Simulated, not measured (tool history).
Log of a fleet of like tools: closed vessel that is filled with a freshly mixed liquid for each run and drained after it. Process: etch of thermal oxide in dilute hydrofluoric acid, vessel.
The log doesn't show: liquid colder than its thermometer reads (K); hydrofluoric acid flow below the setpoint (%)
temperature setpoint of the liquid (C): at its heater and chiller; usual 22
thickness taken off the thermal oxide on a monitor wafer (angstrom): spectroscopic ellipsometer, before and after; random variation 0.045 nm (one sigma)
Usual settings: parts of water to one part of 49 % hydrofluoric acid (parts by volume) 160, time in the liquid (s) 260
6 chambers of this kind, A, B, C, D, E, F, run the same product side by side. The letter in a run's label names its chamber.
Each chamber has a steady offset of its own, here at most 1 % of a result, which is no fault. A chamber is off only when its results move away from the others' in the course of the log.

run	hour	temperature setpoint of the liquid (C)	parts of water to one part of 49 % hydrofluoric acid (parts by volume)	time in the liquid (s)	hours since the thermometer was replaced	hours since the hydrofluoric acid flow meter was replaced	read-back film thickness of the thermal oxide reference wafer, read on the same gauge (nm)	thickness taken off the thermal oxide on a monitor wafer (angstrom)
# hour 1.3: chamber A: thermometer replaced
1F	2.8	22	160	260	526.6	144.7	89.984	69.564
2A	7.4	22	160	260	6.1	1662.7	89.989	68.648
3D	10.6	22	160	260	155.1	428.8	90.046	68.714
4C	13.2	22	160	260	127.3	1582.6	90.010	69.093
5E	18.0	22	160	260	2221.6	827.2	89.968	69.466
6B	22.2	22	160	260	426.8	317.7	89.987	68.017
7E	25.1	22	160	260	2228.7	834.3	89.980	69.102
8C	30.2	22	160	260	144.3	1599.6	89.971	68.088
9F	33.4	22	160	260	557.2	175.3	90.030	69.115
10D	38.0	22	160	260	182.5	456.2	90.006	68.377
11A	40.7	22	160	260	39.4	1696.0	90.000	68.861
12B	46.1	22	160	260	450.7	341.6	90.014	68.316
13D	51.3	27	160	200	195.8	469.5	89.986	63.023
14E	55.4	27	160	200	2259.0	864.6	90.031	64.082
15A	58.4	27	160	200	57.1	1713.7	89.995	64.776
16F	63.8	27	160	200	587.6	205.7	89.988	64.543
17B	69.2	27	160	200	473.8	364.7	89.975	63.207
18C	73.8	27	160	200	187.9	1643.2	89.988	63.901
19E	78.7	22	160	260	2282.3	887.9	89.991	70.102
20C	83.1	22	160	260	197.2	1652.5	90.010	68.448
21A	87.2	22	160	260	85.9	1742.5	89.972	69.061
22D	91.1	22	160	260	235.6	509.3	90.012	66.582
23F	94.1	22	160	260	617.9	236.0	90.041	68.935
24B	97.6	22	160	260	502.2	393.1	89.982	68.041
25E	100.1	18	220	260	2303.7	909.3	89.992	41.051
26A	105.0	18	220	260	103.7	1760.3	89.999	39.866
27D	108.3	18	220	260	252.8	526.5	89.993	38.691
28B	112.0	18	220	260	516.6	407.5	89.980	39.864
29F	114.4	18	220	260	638.2	256.3	90.005	40.671
30C	118.3	18	220	260	232.4	1687.7	89.994	40.028
31D	120.8	22	160	260	265.3	539.0	90.034	64.679
32B	125.4	22	160	260	530.0	420.9	89.990	67.769
33E	128.0	22	160	260	2331.6	937.2	90.006	69.714
34A	130.5	22	160	260	129.2	1785.8	89.981	68.841
35C	133.5	22	160	260	247.6	1702.9	89.999	67.433
36F	137.1	22	160	260	660.9	279.0	89.988	68.505
37C	140.8	22	160	260	254.9	1710.2	89.987	68.932
38D	144.6	22	160	260	289.1	562.8	90.023	64.299
39F	147.6	22	160	260	671.4	289.5	89.997	69.367
40B	150.3	22	160	260	554.9	445.8	89.986	68.088
41A	154.2	22	160	260	152.9	1809.5	89.952	69.054
42E	158.6	22	160	260	2362.2	967.8	89.978	69.899

Is one chamber off against the others, does the gauge drift, or is nothing wrong? If a chamber is off, say which, and what the likeliest cause is.

Chamber D drifts away from the others.
Cause: hydrofluoric acid flow below the setpoint (%) = 6.65.
The log may not tell that from: liquid colder than its thermometer reads (K).

Here are 4 candidates for chamber D's next run, each the usual settings with a change, their results left as question marks. Which one brings its results back in line with what the others give on the usual settings?
In line means no further than this from the other chambers' mean on the usual settings: thickness taken off the thermal oxide on a monitor wafer (angstrom) 1.600
43D-1	162.5	22	160	220				?
43D-2	162.5	22	160	280				?
43D-3	162.5	22	150	285				?
43D-4	162.5	22	160	240				?

The other chambers' mean on the usual settings: thickness taken off the thermal oxide on a monitor wafer (angstrom) 68.719
run	thickness taken off the thermal oxide on a monitor wafer (angstrom)
43D-1	53.577
43D-2	68.189
43D-3	74.978
43D-4	58.447
43D-2 brings the chamber back in line.
